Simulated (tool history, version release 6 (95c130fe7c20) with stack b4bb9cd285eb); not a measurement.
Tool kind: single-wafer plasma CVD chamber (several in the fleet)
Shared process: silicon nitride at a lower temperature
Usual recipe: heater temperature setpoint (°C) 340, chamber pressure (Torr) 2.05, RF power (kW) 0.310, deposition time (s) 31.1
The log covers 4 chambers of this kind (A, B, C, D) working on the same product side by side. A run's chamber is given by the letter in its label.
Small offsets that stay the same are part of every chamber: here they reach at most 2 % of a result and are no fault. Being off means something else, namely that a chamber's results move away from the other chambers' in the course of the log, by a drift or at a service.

run	hour	heater temperature setpoint (°C)	chamber pressure (Torr)	RF power (kW)	deposition time (s)	hours since the last thermocouple change	hours since the last RF generator calibration	hours since the last manometer calibration	read-back reference wafer on the same gauge, thickness_nm	mean film thickness on the monitor wafer (angstrom)
1D	4.1	340	2.05	0.310	31.1	567.0	268.0	709.8	33.897	398.46
2B	8.3	340	2.05	0.310	31.1	361.8	1185.1	785.0	33.891	398.82
3C	10.9	340	2.05	0.310	31.1	1083.8	1152.1	1979.7	33.880	407.00
4A	13.9	340	2.05	0.310	31.1	1219.6	305.8	144.9	33.871	398.92
5A	17.3	340	2.05	0.310	31.1	1223.0	309.2	148.3	33.871	399.86
6C	22.4	340	2.05	0.310	31.1	1095.3	1163.6	1991.2	33.868	407.47
7B	27.6	340	2.05	0.310	31.1	381.1	1204.4	804.3	33.875	397.79
8D	30.3	340	2.05	0.310	31.1	593.2	294.2	736.0	33.863	397.84
9B	35.6	340	2.05	0.310	31.1	389.1	1212.4	812.3	33.850	397.28
10D	40.6	340	2.05	0.310	31.1	603.5	304.5	746.3	33.853	397.39
11C	45.7	340	2.05	0.310	31.1	1118.6	1186.9	2014.5	33.833	405.50
12A	48.2	340	2.05	0.310	31.1	1253.9	340.1	179.2	33.835	399.62
13C	51.4	340	2.05	0.310	31.1	1124.3	1192.6	2020.2	33.831	405.74
14D	53.9	340	2.05	0.310	31.1	616.8	317.8	759.6	33.837	397.76
15A	58.5	340	2.05	0.310	31.1	1264.2	350.4	189.5	33.806	398.45
16B	63.2	333	2.05	0.310	31.1	416.7	1240.0	839.9	33.801	398.63
17D	65.7	333	2.05	0.310	31.1	628.6	329.6	771.4	33.821	397.73
18A	68.4	333	2.05	0.310	31.1	1274.1	360.3	199.4	33.814	399.74
19B	71.2	333	2.05	0.310	31.1	424.7	1248.0	847.9	33.801	398.12
20C	76.8	340	2.05	0.310	31.1	1149.7	1218.0	2045.6	33.804	406.43
21D	80.1	340	2.05	0.310	31.1	643.0	344.0	785.8	33.799	397.65
22B	82.9	340	2.05	0.310	28.4	436.4	1259.7	859.6	33.795	362.42
23C	88.4	340	2.05	0.310	28.4	1161.3	1229.6	2057.2	33.775	370.32
24A	91.6	340	2.05	0.310	28.4	1297.3	383.5	222.6	33.776	364.18
25C	94.8	340	2.05	0.310	28.4	1167.7	1236.0	2063.6	33.757	370.33
26A	99.0	340	2.05	0.310	31.1	1304.7	390.9	230.0	33.776	398.97
27D	102.4	340	2.05	0.310	31.1	665.3	366.3	808.1	33.766	396.63
28B	107.9	340	2.05	0.310	31.1	461.4	1284.7	884.6	33.756	397.60
29C	112.6	340	2.05	0.310	31.1	1185.5	1253.8	2081.4	33.740	405.33
30D	115.9	340	2.05	0.310	31.1	678.8	379.8	821.6	33.743	395.99
31B	121.2	340	2.05	0.310	31.1	474.7	1298.0	897.9	33.750	397.87

All chambers now run identical settings, listed one chamber a line with results as question marks. What results will each chamber show?
32A	125.3	340	2.05	0.310	31.1					?
32B	125.3	340	2.05	0.310	31.1					?
32C	125.3	340	2.05	0.310	31.1					?
32D	125.3	340	2.05	0.310	31.1					?

run	mean film thickness on the monitor wafer (angstrom)
32A	398.42
32B	397.71
32C	406.12
32D	396.86
